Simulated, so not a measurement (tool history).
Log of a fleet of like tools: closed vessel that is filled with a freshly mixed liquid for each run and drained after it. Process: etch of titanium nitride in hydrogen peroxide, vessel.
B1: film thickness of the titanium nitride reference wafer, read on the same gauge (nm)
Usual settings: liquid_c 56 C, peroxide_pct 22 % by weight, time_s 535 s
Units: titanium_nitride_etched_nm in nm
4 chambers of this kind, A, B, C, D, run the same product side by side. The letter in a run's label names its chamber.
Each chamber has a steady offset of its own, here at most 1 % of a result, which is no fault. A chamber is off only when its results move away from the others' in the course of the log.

run 1B hour=6.7 | liquid_c=56 peroxide_pct=22 time_s=535 | B1=120.03 | titanium_nitride_etched_nm=34.832
-- hour=7.6 chamber A: thermometer replaced
run 2A hour=13.5 | liquid_c=56 peroxide_pct=22 time_s=535 | B1=120.01 | titanium_nitride_etched_nm=35.397
run 3D hour=25.4 | liquid_c=56 peroxide_pct=22 time_s=535 | B1=119.92 | titanium_nitride_etched_nm=35.638
-- hour=28.6 chamber A: new drum of peroxide connected
run 4C hour=32.4 | liquid_c=56 peroxide_pct=22 time_s=535 | B1=119.98 | titanium_nitride_etched_nm=35.148
run 5C hour=39.9 | liquid_c=56 peroxide_pct=22 time_s=535 | B1=120.02 | titanium_nitride_etched_nm=35.27
run 6A hour=50.7 | liquid_c=56 peroxide_pct=22 time_s=535 | B1=120.01 | titanium_nitride_etched_nm=34.547
run 7B hour=61.4 | liquid_c=56 peroxide_pct=22 time_s=535 | B1=120.05 | titanium_nitride_etched_nm=34.734
run 8D hour=72.1 | liquid_c=56 peroxide_pct=22 time_s=535 | B1=120.01 | titanium_nitride_etched_nm=35.402
run 9A hour=81.7 | liquid_c=56 peroxide_pct=22 time_s=535 | B1=120 | titanium_nitride_etched_nm=35.496
run 10D hour=90.1 | liquid_c=56 peroxide_pct=22 time_s=535 | B1=120.01 | titanium_nitride_etched_nm=35.647
-- hour=93.7 chamber B: new drum of peroxide connected
run 11B hour=98.6 | liquid_c=56 peroxide_pct=22 time_s=535 | B1=120 | titanium_nitride_etched_nm=34.721
-- hour=102.8 chamber A: peroxide flow meter replaced
run 12C hour=104.3 | liquid_c=56 peroxide_pct=22 time_s=535 | B1=119.97 | titanium_nitride_etched_nm=35.09
run 13B hour=117 | liquid_c=56 peroxide_pct=22 time_s=535 | B1=120.05 | titanium_nitride_etched_nm=34.758
run 14D hour=124.5 | liquid_c=56 peroxide_pct=22 time_s=535 | B1=120.04 | titanium_nitride_etched_nm=35.472
-- hour=124.6 chamber D: thermometer replaced
run 15C hour=136.6 | liquid_c=48.5 peroxide_pct=22 time_s=535 | B1=120.03 | titanium_nitride_etched_nm=20.683
run 16A hour=146.7 | liquid_c=48.5 peroxide_pct=22 time_s=535 | B1=120 | titanium_nitride_etched_nm=20.167
run 17D hour=153.4 | liquid_c=48.5 peroxide_pct=22 time_s=535 | B1=119.96 | titanium_nitride_etched_nm=20.776
run 18C hour=166.3 | liquid_c=48.5 peroxide_pct=22 time_s=535 | B1=120.01 | titanium_nitride_etched_nm=20.653
run 19A hour=177.2 | liquid_c=56 peroxide_pct=22 time_s=535 | B1=119.98 | titanium_nitride_etched_nm=34.787
-- hour=182.8 chamber C: peroxide flow meter replaced
-- hour=183.1 chamber D: new drum of peroxide connected
run 20B hour=184.6 | liquid_c=56 peroxide_pct=22 time_s=535 | B1=120.03 | titanium_nitride_etched_nm=35.428
run 21D hour=191.3 | liquid_c=56 peroxide_pct=22 time_s=535 | B1=120 | titanium_nitride_etched_nm=35.336
-- hour=193.3 chamber D: peroxide flow meter replaced
run 22C hour=202.9 | liquid_c=56 peroxide_pct=22 time_s=535 | B1=119.98 | titanium_nitride_etched_nm=34.762
run 23B hour=215.9 | liquid_c=56 peroxide_pct=22 time_s=535 | B1=119.99 | titanium_nitride_etched_nm=35.518
run 24A hour=225.4 | liquid_c=56 peroxide_pct=22 time_s=535 | B1=120.01 | titanium_nitride_etched_nm=34.835
run 25B hour=237 | liquid_c=56 peroxide_pct=22 time_s=535 | B1=120 | titanium_nitride_etched_nm=36.194
run 26A hour=248.7 | liquid_c=56 peroxide_pct=22 time_s=535 | B1=120.02 | titanium_nitride_etched_nm=34.877
run 27D hour=256.3 | liquid_c=56 peroxide_pct=22 time_s=535 | B1=119.98 | titanium_nitride_etched_nm=35.448
run 28C hour=267.9 | liquid_c=56 peroxide_pct=22 time_s=535 | B1=120.01 | titanium_nitride_etched_nm=35.259
run 29C hour=275.4 | liquid_c=56 peroxide_pct=22 time_s=535 | B1=119.98 | titanium_nitride_etched_nm=35.712
run 30D hour=287.3 | liquid_c=56 peroxide_pct=22 time_s=535 | B1=120.01 | titanium_nitride_etched_nm=35.22
run 31B hour=297.7 | liquid_c=56 peroxide_pct=22 time_s=535 | B1=120.01 | titanium_nitride_etched_nm=36.6
run 32A hour=305.5 | liquid_c=56 peroxide_pct=22 time_s=535 | B1=120.03 | titanium_nitride_etched_nm=34.983
run 33C hour=313.5 | liquid_c=56 peroxide_pct=22 time_s=535 | B1=120 | titanium_nitride_etched_nm=35.349
run 34D hour=322.7 | liquid_c=56 peroxide_pct=22 time_s=535 | B1=120 | titanium_nitride_etched_nm=35.573
run 35B hour=332.7 | liquid_c=56 peroxide_pct=22 time_s=535 | B1=119.99 | titanium_nitride_etched_nm=37.019
run 36A hour=341.5 | liquid_c=56 peroxide_pct=22 time_s=535 | B1=119.99 | titanium_nitride_etched_nm=34.862
run 37B hour=349.7 | liquid_c=56 peroxide_pct=22 time_s=535 | B1=119.99 | titanium_nitride_etched_nm=37.333
run 38C hour=359.5 | liquid_c=56 peroxide_pct=22 time_s=535 | B1=120.01 | titanium_nitride_etched_nm=35.143

What goes on in this fleet: one chamber off, a drifting gauge, or nothing beyond the chambers' own small offsets? Name the chamber and the cause, if any.

Chamber B drifts away from the others.
Cause: liquid hotter than its thermometer reads (K) = 1.04.

Here are 4 candidates for chamber B's next run, each the usual settings with a change, their results left as question marks. Which one brings its results back in line with what the others give on the usual settings?
In line means no further than this from the other chambers' mean on the usual settings: titanium_nitride_etched_nm 0.66 nm
run 39B-1 hour=368.8 | liquid_c=56.5 peroxide_pct=22 time_s=550 | titanium_nitride_etched_nm=?
run 39B-2 hour=368.8 | liquid_c=56 peroxide_pct=22 time_s=520 | titanium_nitride_etched_nm=?
run 39B-3 hour=368.8 | liquid_c=55.5 peroxide_pct=22 time_s=520 | titanium_nitride_etched_nm=?
run 39B-4 hour=368.8 | liquid_c=56.5 peroxide_pct=22 time_s=535 | titanium_nitride_etched_nm=?

The other chambers' mean on the usual settings: titanium_nitride_etched_nm 35.189 nm
run=39B-1 titanium_nitride_etched_nm=40.006
run=39B-2 titanium_nitride_etched_nm=36.54
run=39B-3 titanium_nitride_etched_nm=35.296
run=39B-4 titanium_nitride_etched_nm=38.915
39B-3 brings the chamber back in line.
